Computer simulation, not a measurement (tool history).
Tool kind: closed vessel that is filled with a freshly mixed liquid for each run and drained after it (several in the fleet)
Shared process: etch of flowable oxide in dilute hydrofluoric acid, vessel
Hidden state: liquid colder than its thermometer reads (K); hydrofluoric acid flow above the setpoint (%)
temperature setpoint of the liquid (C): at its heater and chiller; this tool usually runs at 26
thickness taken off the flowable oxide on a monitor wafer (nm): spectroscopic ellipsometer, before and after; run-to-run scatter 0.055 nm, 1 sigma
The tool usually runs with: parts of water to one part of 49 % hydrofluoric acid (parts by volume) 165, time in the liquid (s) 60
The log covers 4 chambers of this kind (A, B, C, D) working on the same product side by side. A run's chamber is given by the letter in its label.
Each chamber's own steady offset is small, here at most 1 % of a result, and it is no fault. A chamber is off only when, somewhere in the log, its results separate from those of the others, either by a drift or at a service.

| run | hour | temperature setpoint of the liquid (C) | parts of water to one part of 49 % hydrofluoric acid (parts by volume) | time in the liquid (s) | hours since the thermometer was replaced | hours since the hydrofluoric acid flow meter was replaced | read-back film thickness of the flowable oxide reference wafer, read on the same gauge (nm) | thickness taken off the flowable oxide on a monitor wafer (nm) |
|---|---|---|---|---|---|---|---|---|
| 1A | 4.3 | 26 | 165 | 60 | 98.5 | 905.5 | 90.009 | 11.52 |
| 2B | 10.1 | 26 | 165 | 60 | 661.1 | 782.8 | 89.991 | 11.404 |
| 3D | 16.1 | 26 | 165 | 60 | 382.7 | 332.8 | 90.004 | 11.463 |
| 4C | 19.8 | 26 | 165 | 60 | 1221.5 | 485.4 | 90.009 | 11.443 |
| 5A | 25.2 | 26 | 165 | 60 | 119.4 | 926.4 | 89.987 | 11.524 |
| 6D | 29.7 | 26 | 165 | 60 | 396.3 | 346.4 | 89.964 | 11.61 |
| 7C | 38.3 | 26 | 165 | 60 | 1240 | 503.9 | 89.968 | 11.435 |
|  | 40.5 | chamber A: hydrofluoric acid flow meter replaced |
| 8B | 42.8 | 26 | 165 | 60 | 693.8 | 815.5 | 89.927 | 11.443 |
| 9D | 48.3 | 26 | 165 | 60 | 414.9 | 365 | 89.967 | 11.512 |
| 10B | 55.9 | 26 | 165 | 60 | 706.9 | 828.6 | 89.969 | 11.466 |
| 11A | 63.6 | 26 | 165 | 60 | 157.8 | 23.2 | 90.005 | 11.541 |
| 12C | 68.2 | 26 | 165 | 60 | 1269.9 | 533.8 | 90.001 | 11.482 |
| 13C | 75.9 | 26 | 165 | 60 | 1277.6 | 541.5 | 89.973 | 11.398 |
| 14D | 83.8 | 26 | 165 | 60 | 450.4 | 400.5 | 90.015 | 11.516 |
| 15A | 88.8 | 26 | 165 | 60 | 183 | 48.4 | 90.009 | 11.572 |
| 16B | 95.7 | 26 | 165 | 60 | 746.7 | 868.4 | 90.009 | 11.452 |
| 17D | 102.2 | 26 | 165 | 60 | 468.8 | 418.9 | 89.979 | 11.501 |
| 18A | 106.5 | 26 | 165 | 60 | 200.7 | 66.1 | 90.036 | 11.673 |
| 19B | 114 | 26 | 165 | 60 | 765 | 886.7 | 89.981 | 11.537 |
| 20C | 119.5 | 26 | 165 | 60 | 1321.2 | 585.1 | 89.989 | 11.411 |
| 21D | 128.2 | 26 | 165 | 60 | 494.8 | 444.9 | 89.957 | 11.482 |
| 22B | 136.2 | 26 | 165 | 60 | 787.2 | 908.9 | 90.008 | 11.39 |
| 23A | 141.4 | 26 | 165 | 60 | 235.6 | 101 | 90.018 | 11.579 |
| 24C | 145.9 | 26 | 165 | 60 | 1347.6 | 611.5 | 90.01 | 11.404 |
| 25A | 154.4 | 26 | 165 | 60 | 248.6 | 114 | 90.018 | 11.629 |
| 26D | 162.8 | 26 | 165 | 60 | 529.4 | 479.5 | 90.05 | 11.16 |
| 27B | 167.8 | 26 | 165 | 60 | 818.8 | 940.5 | 90.019 | 11.518 |
| 28C | 172.6 | 26 | 165 | 60 | 1374.3 | 638.2 | 90.023 | 11.539 |
| 29C | 177.7 | 26 | 165 | 60 | 1379.4 | 643.3 | 90.057 | 11.368 |
| 30B | 181.6 | 26 | 165 | 60 | 832.6 | 954.3 | 90.006 | 11.454 |
| 31A | 186.6 | 26 | 165 | 60 | 280.8 | 146.2 | 90.005 | 11.557 |
| 32D | 192.9 | 26 | 165 | 60 | 559.5 | 509.6 | 89.967 | 11.082 |
| 33D | 201.6 | 22 | 165 | 90 | 568.2 | 518.3 | 89.968 | 14.179 |
| 34A | 210.2 | 22 | 165 | 90 | 304.4 | 169.8 | 89.996 | 14.93 |
| 35B | 214.4 | 22 | 165 | 90 | 865.4 | 987.1 | 90.013 | 14.732 |
| 36C | 219.7 | 22 | 165 | 90 | 1421.4 | 685.3 | 89.978 | 14.876 |
| 37D | 223.6 | 26 | 165 | 60 | 590.2 | 540.3 | 90.009 | 10.942 |
| 38B | 229.3 | 26 | 165 | 60 | 880.3 | 1002 | 90.004 | 11.459 |
| 39C | 234.8 | 26 | 165 | 60 | 1436.5 | 700.4 | 90.025 | 11.468 |
| 40A | 243.3 | 26 | 165 | 60 | 337.5 | 202.9 | 89.997 | 11.548 |
| 41B | 250.7 | 26 | 165 | 60 | 901.7 | 1023.4 | 89.978 | 11.5 |
| 42A | 255.7 | 26 | 165 | 60 | 349.9 | 215.3 | 90.061 | 11.596 |
| 43C | 261.1 | 26 | 165 | 60 | 1462.8 | 726.7 | 89.959 | 11.447 |

Does one chamber stand apart from the rest, does the shared gauge drift, or is all well apart from small per-chamber offsets? Give the chamber and the most likely cause, where there is one.

Little by little, chamber D moves away from the other chambers.
Cause: liquid colder than its thermometer reads (K) = 1.81.
The log may not tell that from: hydrofluoric acid flow below the setpoint (%).

Here are 4 candidates for chamber D's next run, each the usual settings with a change, their results left as question marks. Which one brings its results back in line with what the others give on the usual settings?
A result is in line if it is within this distance of the other chambers' mean on the usual settings: thickness taken off the flowable oxide on a monitor wafer (nm) 0.19
| 44D-1 | 267.4 | 26 | 160 | 60 |  |  |  | ? |
| 44D-2 | 267.4 | 26 | 170 | 60 |  |  |  | ? |
| 44D-3 | 267.4 | 26 | 175 | 60 |  |  |  | ? |
| 44D-4 | 267.4 | 26 | 155 | 60 |  |  |  | ? |

The mean the other chambers reach with the usual settings: thickness taken off the flowable oxide on a monitor wafer (nm) 11.49
| run | thickness taken off the flowable oxide on a monitor wafer (nm) |
|---|---|
| 44D-1 | 11.134 |
| 44D-2 | 10.373 |
| 44D-3 | 10.025 |
| 44D-4 | 11.552 |
44D-4 is the one that brings the chamber's results back in line with the other chambers.
